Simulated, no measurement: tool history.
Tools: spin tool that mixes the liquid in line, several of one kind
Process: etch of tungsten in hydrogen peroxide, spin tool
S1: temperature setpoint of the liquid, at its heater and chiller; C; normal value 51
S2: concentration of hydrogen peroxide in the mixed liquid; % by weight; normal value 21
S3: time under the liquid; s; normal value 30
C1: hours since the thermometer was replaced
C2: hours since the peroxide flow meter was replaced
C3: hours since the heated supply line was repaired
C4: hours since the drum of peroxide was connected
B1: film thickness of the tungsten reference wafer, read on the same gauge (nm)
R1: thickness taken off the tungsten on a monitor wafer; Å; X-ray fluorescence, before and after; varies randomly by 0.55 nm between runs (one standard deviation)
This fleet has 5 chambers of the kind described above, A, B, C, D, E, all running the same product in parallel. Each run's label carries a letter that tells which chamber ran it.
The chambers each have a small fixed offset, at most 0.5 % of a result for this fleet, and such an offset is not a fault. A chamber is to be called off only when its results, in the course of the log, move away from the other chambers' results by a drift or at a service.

{"run": "1B", "hour": 9.4, "S1": 51, "S2": 21, "S3": 30, "C1": 1037.6, "C2": 775.5, "C3": 1487.3, "C4": 407.4, "B1": 70.024, "R1": 909.14}
{"run": "2D", "hour": 14.0, "S1": 51, "S2": 21, "S3": 30, "C1": 16.9, "C2": 1277.9, "C3": 832.2, "C4": 133.4, "B1": 70.001, "R1": 917.12}
{"run": "3E", "hour": 21.4, "S1": 51, "S2": 21, "S3": 30, "C1": 308.3, "C2": 415.3, "C3": 790.5, "C4": 57.8, "B1": 70.033, "R1": 903.46}
{"run": "4C", "hour": 31.7, "S1": 51, "S2": 21, "S3": 30, "C1": 727.5, "C2": 1376.5, "C3": 155.5, "C4": 1288.8, "B1": 70.031, "R1": 920.57}
{"run": "5A", "hour": 38.5, "S1": 51, "S2": 21, "S3": 30, "C1": 322.2, "C2": 498.8, "C3": 2063.5, "C4": 80, "B1": 69.983, "R1": 916.32}
{"run": "6E", "hour": 44.2, "S1": 51, "S2": 21, "S3": 30, "C1": 331.1, "C2": 438.1, "C3": 813.3, "C4": 80.6, "B1": 69.976, "R1": 908.35}
{"run": "7D", "hour": 54.2, "S1": 51, "S2": 21, "S3": 30, "C1": 57.1, "C2": 1318.1, "C3": 872.4, "C4": 173.6, "B1": 69.997, "R1": 916.14}
{"run": "8C", "hour": 59.6, "S1": 51, "S2": 21, "S3": 30, "C1": 755.4, "C2": 1404.4, "C3": 183.4, "C4": 1316.7, "B1": 70.007, "R1": 923.36}
{"run": "9B", "hour": 65.3, "S1": 59.5, "S2": 21, "S3": 15, "C1": 1093.5, "C2": 831.4, "C3": 1543.2, "C4": 463.3, "B1": 69.99, "R1": 761.82}
{"run": "10A", "hour": 70.2, "S1": 59.5, "S2": 21, "S3": 15, "C1": 353.9, "C2": 530.5, "C3": 2095.2, "C4": 111.7, "B1": 69.988, "R1": 751.44}
{"run": "11A", "hour": 78.0, "S1": 59.5, "S2": 21, "S3": 15, "C1": 361.7, "C2": 538.3, "C3": 2103, "C4": 119.5, "B1": 70.001, "R1": 760.43}
{"hour": 82.4, "done": "chamber C: thermometer replaced"}
{"run": "12C", "hour": 83.4, "S1": 59.5, "S2": 21, "S3": 15, "C1": 1.1, "C2": 1428.2, "C3": 207.2, "C4": 1340.5, "B1": 69.984, "R1": 754.9}
{"run": "13B", "hour": 90.2, "S1": 59.5, "S2": 21, "S3": 15, "C1": 1118.4, "C2": 856.3, "C3": 1568.1, "C4": 488.2, "B1": 69.965, "R1": 759.28}
{"hour": 93.6, "done": "chamber C: peroxide flow meter replaced"}
{"run": "14D", "hour": 99.6, "S1": 46, "S2": 26, "S3": 30, "C1": 102.5, "C2": 1363.5, "C3": 917.8, "C4": 219, "B1": 70.012, "R1": 739.46}
{"run": "15E", "hour": 109.8, "S1": 46, "S2": 26, "S3": 30, "C1": 396.7, "C2": 503.7, "C3": 878.9, "C4": 146.2, "B1": 70.022, "R1": 746.76}
{"run": "16D", "hour": 120.2, "S1": 46, "S2": 26, "S3": 30, "C1": 123.1, "C2": 1384.1, "C3": 938.4, "C4": 239.6, "B1": 70.017, "R1": 746.83}
{"run": "17E", "hour": 130.3, "S1": 46, "S2": 26, "S3": 30, "C1": 417.2, "C2": 524.2, "C3": 899.4, "C4": 166.7, "B1": 70.039, "R1": 745.96}
{"run": "18C", "hour": 140.9, "S1": 46, "S2": 26, "S3": 30, "C1": 58.6, "C2": 47.4, "C3": 264.7, "C4": 1398, "B1": 70.009, "R1": 752.24}
{"run": "19B", "hour": 150.6, "S1": 51, "S2": 21, "S3": 30, "C1": 1178.8, "C2": 916.7, "C3": 1628.5, "C4": 548.6, "B1": 69.992, "R1": 925.07}
{"run": "20A", "hour": 158.6, "S1": 51, "S2": 21, "S3": 30, "C1": 442.3, "C2": 618.9, "C3": 2183.6, "C4": 200.1, "B1": 70.005, "R1": 920.05}
{"run": "21E", "hour": 163.7, "S1": 51, "S2": 21, "S3": 30, "C1": 450.6, "C2": 557.6, "C3": 932.8, "C4": 200.1, "B1": 69.993, "R1": 904.73}
{"run": "22D", "hour": 172.3, "S1": 51, "S2": 15.5, "S3": 30, "C1": 175.2, "C2": 1436.2, "C3": 990.5, "C4": 291.7, "B1": 70.012, "R1": 787.09}
{"hour": 177.0, "done": "chamber B: new drum of peroxide connected"}
{"run": "23A", "hour": 180.7, "S1": 51, "S2": 15.5, "S3": 30, "C1": 464.4, "C2": 641, "C3": 2205.7, "C4": 222.2, "B1": 70.036, "R1": 788.31}
{"hour": 190.5, "done": "chamber A: peroxide flow meter replaced"}
{"run": "24C", "hour": 191.3, "S1": 51, "S2": 15.5, "S3": 30, "C1": 109, "C2": 97.8, "C3": 315.1, "C4": 1448.4, "B1": 69.99, "R1": 780.11}
{"run": "25B", "hour": 200.7, "S1": 51, "S2": 15.5, "S3": 30, "C1": 1228.9, "C2": 966.8, "C3": 1678.6, "C4": 23.8, "B1": 70.006, "R1": 784.5}
{"run": "26A", "hour": 210.1, "S1": 51, "S2": 15.5, "S3": 30, "C1": 493.8, "C2": 19.6, "C3": 2235.1, "C4": 251.6, "B1": 69.993, "R1": 778.27}
{"run": "27C", "hour": 215.0, "S1": 51, "S2": 21, "S3": 30, "C1": 132.7, "C2": 121.5, "C3": 338.8, "C4": 1472.1, "B1": 70.015, "R1": 924.17}
{"run": "28D", "hour": 222.8, "S1": 51, "S2": 21, "S3": 30, "C1": 225.7, "C2": 1486.7, "C3": 1041, "C4": 342.2, "B1": 70.017, "R1": 908.82}
{"run": "29B", "hour": 229.3, "S1": 51, "S2": 24, "S3": 20, "C1": 1257.5, "C2": 995.4, "C3": 1707.2, "C4": 52.4, "B1": 70.008, "R1": 650.2}
{"run": "30E", "hour": 236.7, "S1": 51, "S2": 24, "S3": 20, "C1": 523.6, "C2": 630.6, "C3": 1005.8, "C4": 273.1, "B1": 70.025, "R1": 649.28}

What goes on in this fleet: one chamber off, a drifting gauge, or nothing beyond the chambers' own small offsets? Name the chamber and the cause, if any.

No chamber stands off beyond its own small offset, and the gauge holds steady.
